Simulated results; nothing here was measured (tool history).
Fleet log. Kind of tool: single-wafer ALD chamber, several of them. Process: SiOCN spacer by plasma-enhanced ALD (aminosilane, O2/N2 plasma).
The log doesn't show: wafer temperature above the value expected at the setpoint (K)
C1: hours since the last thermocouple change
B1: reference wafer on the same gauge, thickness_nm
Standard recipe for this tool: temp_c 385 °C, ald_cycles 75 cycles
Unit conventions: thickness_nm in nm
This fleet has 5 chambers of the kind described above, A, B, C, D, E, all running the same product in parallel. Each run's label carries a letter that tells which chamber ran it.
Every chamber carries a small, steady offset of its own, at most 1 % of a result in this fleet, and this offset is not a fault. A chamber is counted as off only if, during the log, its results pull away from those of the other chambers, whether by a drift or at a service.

Run 1D, hour 11.5: usual settings; C1 844.1; B1 4.6277. Result: thickness_nm 4.5224 nm.
At hour 17.6: chamber E: thermocouple changed; heater temperature recalibrated.
Run 2A, hour 18.3: usual settings; C1 2028.5; B1 4.6288. Result: thickness_nm 4.5523 nm.
Run 3B, hour 30.5: usual settings; C1 480.2; B1 4.6303. Result: thickness_nm 4.51 nm.
Run 4E, hour 38.3: usual settings; C1 20.7; B1 4.6274. Result: thickness_nm 4.5686 nm.
Run 5C, hour 47.6: usual settings; C1 1588.6; B1 4.6267. Result: thickness_nm 4.5328 nm.
Run 6B, hour 60.6: usual settings; C1 510.3; B1 4.6246. Result: thickness_nm 4.5126 nm.
Run 7D, hour 72: usual settings; C1 904.6; B1 4.6269. Result: thickness_nm 4.5083 nm.
Run 8E, hour 79.2: usual settings; C1 61.6; B1 4.6235. Result: thickness_nm 4.5552 nm.
At hour 84.9: chamber C: thermocouple changed; heater temperature recalibrated.
Run 9C, hour 88.4: usual settings; C1 3.5; B1 4.6256. Result: thickness_nm 4.5207 nm.
Run 10A, hour 99.5: usual settings; C1 2109.7; B1 4.6235. Result: thickness_nm 4.5449 nm.
Run 11A, hour 106.9: usual settings; C1 2117.1; B1 4.6231. Result: thickness_nm 4.539 nm.
Run 12C, hour 119.1: usual settings; C1 34.2; B1 4.6223. Result: thickness_nm 4.5074 nm.
Run 13B, hour 132: usual settings; C1 581.7; B1 4.6218. Result: thickness_nm 4.5033 nm.
Run 14D, hour 141.2: usual settings; C1 973.8; B1 4.6213. Result: thickness_nm 4.5195 nm.
Run 15E, hour 149.6: usual settings; C1 132; B1 4.6189. Result: thickness_nm 4.5577 nm.
Run 16A, hour 158.5: usual settings; C1 2168.7; B1 4.6181. Result: thickness_nm 4.5479 nm.
Run 17B, hour 171.2: usual settings; C1 620.9; B1 4.6191. Result: thickness_nm 4.4976 nm.
Run 18E, hour 182.3: usual settings; C1 164.7; B1 4.6155. Result: thickness_nm 4.5542 nm.
Run 19D, hour 194.7: usual settings; C1 1027.3; B1 4.6167. Result: thickness_nm 4.5123 nm.
Run 20C, hour 203.8: usual settings; C1 118.9; B1 4.6156. Result: thickness_nm 4.5009 nm.
Run 21A, hour 215.4: usual settings; C1 2225.6; B1 4.6157. Result: thickness_nm 4.5309 nm.
Run 22B, hour 225.1: usual settings; C1 674.8; B1 4.6137. Result: thickness_nm 4.5019 nm.
Run 23E, hour 237.2: usual settings; C1 219.6; B1 4.6146. Result: thickness_nm 4.5556 nm.
Run 24D, hour 251.3: usual settings; C1 1083.9; B1 4.6106. Result: thickness_nm 4.5014 nm.
Run 25C, hour 264.6: usual settings; C1 179.7; B1 4.613. Result: thickness_nm 4.5046 nm.
Run 26E, hour 276.1: usual settings; C1 258.5; B1 4.6111. Result: thickness_nm 4.549 nm.
Run 27D, hour 286.2: usual settings but temp_c 390 °C; C1 1118.8; B1 4.6096. Result: thickness_nm 4.5087 nm.
Run 28A, hour 300.6: usual settings but temp_c 390 °C; C1 2310.8; B1 4.6101. Result: thickness_nm 4.5277 nm.
Run 29B, hour 314.1: usual settings but temp_c 390 °C; C1 763.8; B1 4.6083. Result: thickness_nm 4.4884 nm.
Run 30C, hour 321.7: usual settings but temp_c 390 °C; C1 236.8; B1 4.6083. Result: thickness_nm 4.5023 nm.
Run 31D, hour 333.7: usual settings but temp_c 390 °C; C1 1166.3; B1 4.6051. Result: thickness_nm 4.4916 nm.

Which is it: a chamber that has drifted or been left off by a service, a gauge drift common to all chambers, or only each chamber's usual small offset? If a chamber is off, name it and its likeliest cause.

The gauge drifts, so all chambers seem to drift together. No chamber is off.
Cause: gauge reads low (%) = 0.514.
